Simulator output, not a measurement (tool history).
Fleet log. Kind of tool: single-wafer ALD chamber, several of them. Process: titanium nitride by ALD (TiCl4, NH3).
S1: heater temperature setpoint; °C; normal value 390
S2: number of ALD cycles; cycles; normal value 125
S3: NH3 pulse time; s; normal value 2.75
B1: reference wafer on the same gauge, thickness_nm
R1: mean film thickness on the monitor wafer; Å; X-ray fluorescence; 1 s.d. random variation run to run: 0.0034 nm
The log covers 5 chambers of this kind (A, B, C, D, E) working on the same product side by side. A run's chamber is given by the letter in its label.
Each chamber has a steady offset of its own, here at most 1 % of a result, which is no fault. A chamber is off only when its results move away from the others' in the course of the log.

run 1B hour=6.5 | S1=390 S2=125 S3=2.75 | B1=2.6607 | R1=27.642
run 2E hour=14.4 | S1=390 S2=125 S3=2.75 | B1=2.6587 | R1=27.559
run 3D hour=22.6 | S1=390 S2=125 S3=2.75 | B1=2.6580 | R1=27.541
run 4C hour=29.9 | S1=390 S2=125 S3=2.75 | B1=2.6579 | R1=27.676
run 5A hour=34.8 | S1=390 S2=125 S3=2.75 | B1=2.6579 | R1=27.693
run 6A hour=42.2 | S1=390 S2=125 S3=2.75 | B1=2.6567 | R1=27.705
run 7B hour=51.2 | S1=390 S2=125 S3=2.75 | B1=2.6567 | R1=27.625
run 8D hour=60.6 | S1=390 S2=117 S3=1.86 | B1=2.6560 | R1=25.299
run 9E hour=65.9 | S1=390 S2=117 S3=1.86 | B1=2.6564 | R1=25.318
run 10C hour=70.5 | S1=390 S2=117 S3=1.86 | B1=2.6558 | R1=25.464
run 11A hour=77.9 | S1=390 S2=117 S3=1.86 | B1=2.6540 | R1=25.455
run 12D hour=86.0 | S1=390 S2=117 S3=1.86 | B1=2.6548 | R1=25.351
run 13B hour=93.3 | S1=403 S2=104 S3=2.75 | B1=2.6538 | R1=23.079
run 14E hour=98.0 | S1=403 S2=104 S3=2.75 | B1=2.6534 | R1=23.022
run 15C hour=102.2 | S1=403 S2=104 S3=2.75 | B1=2.6530 | R1=23.228
run 16D hour=110.7 | S1=403 S2=104 S3=2.75 | B1=2.6524 | R1=23.037
run 17C hour=116.4 | S1=403 S2=104 S3=2.75 | B1=2.6524 | R1=23.182
run 18B hour=125.7 | S1=390 S2=111 S3=3.71 | B1=2.6523 | R1=24.781
run 19E hour=130.5 | S1=390 S2=111 S3=3.71 | B1=2.6515 | R1=24.636
run 20A hour=135.4 | S1=390 S2=111 S3=3.71 | B1=2.6517 | R1=24.825
run 21D hour=142.2 | S1=390 S2=111 S3=3.71 | B1=2.6505 | R1=24.676
run 22B hour=147.9 | S1=390 S2=111 S3=3.71 | B1=2.6502 | R1=24.723
run 23C hour=152.7 | S1=390 S2=125 S3=2.75 | B1=2.6501 | R1=27.630
run 24E hour=160.7 | S1=390 S2=125 S3=2.75 | B1=2.6501 | R1=27.468
run 25A hour=167.5 | S1=390 S2=125 S3=2.75 | B1=2.6495 | R1=27.548
run 26B hour=173.1 | S1=390 S2=125 S3=2.75 | B1=2.6483 | R1=27.502
run 27A hour=179.0 | S1=390 S2=125 S3=2.75 | B1=2.6484 | R1=27.589
run 28C hour=183.4 | S1=390 S2=125 S3=2.75 | B1=2.6476 | R1=27.697
run 29D hour=190.0 | S1=390 S2=125 S3=2.75 | B1=2.6473 | R1=27.484
run 30E hour=199.4 | S1=390 S2=125 S3=2.75 | B1=2.6467 | R1=27.437

Decide between three cases: one chamber stands off from its peers, the gauge reading all wafers drifts, or nothing is wrong past each chamber's small offset. Where a chamber is off, say which and what most likely put it there.

Every chamber seems to shift together because the gauge that measures them all drifts; the chambers themselves are fine.
Most likely cause: gauge reads low (%) = 0.515.
